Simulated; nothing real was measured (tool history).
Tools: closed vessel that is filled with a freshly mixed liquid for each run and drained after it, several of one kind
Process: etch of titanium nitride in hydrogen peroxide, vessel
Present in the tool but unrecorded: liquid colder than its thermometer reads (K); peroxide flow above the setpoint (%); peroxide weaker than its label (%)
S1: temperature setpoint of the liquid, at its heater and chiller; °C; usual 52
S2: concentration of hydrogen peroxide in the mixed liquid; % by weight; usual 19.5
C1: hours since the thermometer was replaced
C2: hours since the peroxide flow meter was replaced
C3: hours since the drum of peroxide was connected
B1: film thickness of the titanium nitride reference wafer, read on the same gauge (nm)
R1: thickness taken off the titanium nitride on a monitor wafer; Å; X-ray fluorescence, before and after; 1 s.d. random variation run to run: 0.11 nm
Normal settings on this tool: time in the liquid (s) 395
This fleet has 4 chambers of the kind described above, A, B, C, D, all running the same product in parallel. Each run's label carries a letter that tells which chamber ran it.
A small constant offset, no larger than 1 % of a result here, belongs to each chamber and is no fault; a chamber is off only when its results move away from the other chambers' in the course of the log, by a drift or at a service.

Run 1C, hour 6.4: usual settings; C1 911.3; C2 154.5; C3 91; B1 60.018. Result: R1 192.31 Å.
Run 2A, hour 11.4: usual settings; C1 995.1; C2 1663.3; C3 730.4; B1 60.014. Result: R1 190.93 Å.
Run 3D, hour 17.8: usual settings; C1 951.6; C2 488.1; C3 235.4; B1 59.99. Result: R1 188.55 Å.
Run 4B, hour 23.9: usual settings; C1 2186; C2 631.9; C3 332.7; B1 59.984. Result: R1 189.2 Å.
Run 5D, hour 30.6: usual settings; C1 964.4; C2 500.9; C3 248.2; B1 60.036. Result: R1 186.9 Å.
Run 6B, hour 37.3: usual settings; C1 2199.4; C2 645.3; C3 346.1; B1 59.989. Result: R1 190.87 Å.
At hour 43.6: chamber A: new drum of peroxide connected.
Run 7C, hour 44.1: usual settings; C1 949; C2 192.2; C3 128.7; B1 60.001. Result: R1 192.22 Å.
Run 8A, hour 49: usual settings; C1 1032.7; C2 1700.9; C3 5.4; B1 60.035. Result: R1 190.88 Å.
Run 9B, hour 52.7: usual settings; C1 2214.8; C2 660.7; C3 361.5; B1 59.995. Result: R1 187.72 Å.
Run 10C, hour 56.1: usual settings; C1 961; C2 204.2; C3 140.7; B1 60.008. Result: R1 187.72 Å.
Run 11A, hour 59.8: usual settings but S1 44 °C, S2 24.5 % by weight; C1 1043.5; C2 1711.7; C3 16.2; B1 60. Result: R1 109.39 Å.
At hour 61.4: chamber B: new drum of peroxide connected.
Run 12D, hour 64.3: usual settings but S1 44 °C, S2 24.5 % by weight; C1 998.1; C2 534.6; C3 281.9; B1 60.018. Result: R1 109 Å.
Run 13A, hour 68.5: usual settings but S1 44 °C, S2 24.5 % by weight; C1 1052.2; C2 1720.4; C3 24.9; B1 59.993. Result: R1 109.75 Å.
Run 14D, hour 73.5: usual settings but S1 44 °C, S2 24.5 % by weight; C1 1007.3; C2 543.8; C3 291.1; B1 60.001. Result: R1 109.97 Å.
Run 15C, hour 79.6: usual settings; C1 984.5; C2 227.7; C3 164.2; B1 60.009. Result: R1 188.67 Å.
Run 16B, hour 83: usual settings; C1 2245.1; C2 691; C3 21.6; B1 60. Result: R1 192.2 Å.
Run 17B, hour 88.1: usual settings; C1 2250.2; C2 696.1; C3 26.7; B1 59.996. Result: R1 188.28 Å.
Run 18D, hour 91.9: usual settings; C1 1025.7; C2 562.2; C3 309.5; B1 60.003. Result: R1 185.98 Å.
Run 19C, hour 96.7: usual settings but S1 47.5 °C, S2 24 % by weight; C1 1001.6; C2 244.8; C3 181.3; B1 59.999. Result: R1 142.01 Å.
Run 20A, hour 100.3: usual settings but S1 47.5 °C, S2 24 % by weight; C1 1084; C2 1752.2; C3 56.7; B1 60.022. Result: R1 140.78 Å.
Run 21D, hour 104.3: usual settings but S1 47.5 °C, S2 24 % by weight; C1 1038.1; C2 574.6; C3 321.9; B1 60.003. Result: R1 140.32 Å.
Run 22C, hour 110.1: usual settings but S1 47.5 °C, S2 24 % by weight; C1 1015; C2 258.2; C3 194.7; B1 60.016. Result: R1 143.83 Å.
Run 23B, hour 116.2: usual settings; C1 2278.3; C2 724.2; C3 54.8; B1 60.019. Result: R1 192.97 Å.
Run 24A, hour 123.4: usual settings; C1 1107.1; C2 1775.3; C3 79.8; B1 59.987. Result: R1 187.53 Å.
Run 25A, hour 127.8: usual settings; C1 1111.5; C2 1779.7; C3 84.2; B1 59.99. Result: R1 185.23 Å.
Run 26B, hour 134.6: usual settings but S2 17.5 % by weight; C1 2296.7; C2 742.6; C3 73.2; B1 60.002. Result: R1 187.49 Å.
At hour 139: chamber A: peroxide flow meter replaced.
Run 27C, hour 140.7: usual settings but S2 17.5 % by weight; C1 1045.6; C2 288.8; C3 225.3; B1 59.999. Result: R1 185.48 Å.
Run 28D, hour 145.2: usual settings but S2 17.5 % by weight; C1 1079; C2 615.5; C3 362.8; B1 59.975. Result: R1 183.95 Å.
Run 29D, hour 152.4: usual settings but S2 17.5 % by weight; C1 1086.2; C2 622.7; C3 370; B1 59.999. Result: R1 183.27 Å.
Run 30A, hour 159.3: usual settings; C1 1143; C2 20.4; C3 115.7; B1 59.982. Result: R1 183.6 Å.
Run 31C, hour 165.4: usual settings; C1 1070.3; C2 313.5; C3 250; B1 60.015. Result: R1 188.35 Å.
Run 32B, hour 172.3: usual settings but S1 55.5 °C; C1 2334.4; C2 780.3; C3 110.9; B1 59.993. Result: R1 243.29 Å.
Run 33A, hour 176: usual settings but S1 55.5 °C; C1 1159.7; C2 37.1; C3 132.4; B1 60. Result: R1 229.37 Å.
Run 34B, hour 181.7: usual settings but S1 55.5 °C; C1 2343.8; C2 789.7; C3 120.3; B1 59.992. Result: R1 244.68 Å.
Run 35C, hour 188.1: usual settings but S1 55.5 °C; C1 1093; C2 336.2; C3 272.7; B1 59.986. Result: R1 242.46 Å.
Run 36D, hour 194.5: usual settings but S1 57 °C, S2 14.5 % by weight; C1 1128.3; C2 664.8; C3 412.1; B1 60.007. Result: R1 250.53 Å.
Run 37C, hour 199.2: usual settings but S1 57 °C, S2 14.5 % by weight; C1 1104.1; C2 347.3; C3 283.8; B1 59.973. Result: R1 253.11 Å.
Run 38A, hour 205.3: usual settings but S1 57 °C, S2 14.5 % by weight; C1 1189; C2 66.4; C3 161.7; B1 60.001. Result: R1 239.81 Å.
Run 39B, hour 210.5: usual settings but S1 57 °C, S2 14.5 % by weight; C1 2372.6; C2 818.5; C3 149.1; B1 59.981. Result: R1 252.86 Å.
Run 40D, hour 213.6: usual settings; C1 1147.4; C2 683.9; C3 431.2; B1 60.021. Result: R1 189.73 Å.
Run 41B, hour 218.8: usual settings; C1 2380.9; C2 826.8; C3 157.4; B1 59.995. Result: R1 190.84 Å.

Next, all 4 chambers run the settings below, one line each with question marks for the results. What does each chamber give?
Run 42A, hour 224: usual settings. Result: R1 ?.
Run 42B, hour 224: usual settings. Result: R1 ?.
Run 42C, hour 224: usual settings. Result: R1 ?.
Run 42D, hour 224: usual settings. Result: R1 ?.

run      R1
42A  175.76
42B  190.61
42C  188.44
42D  188.24
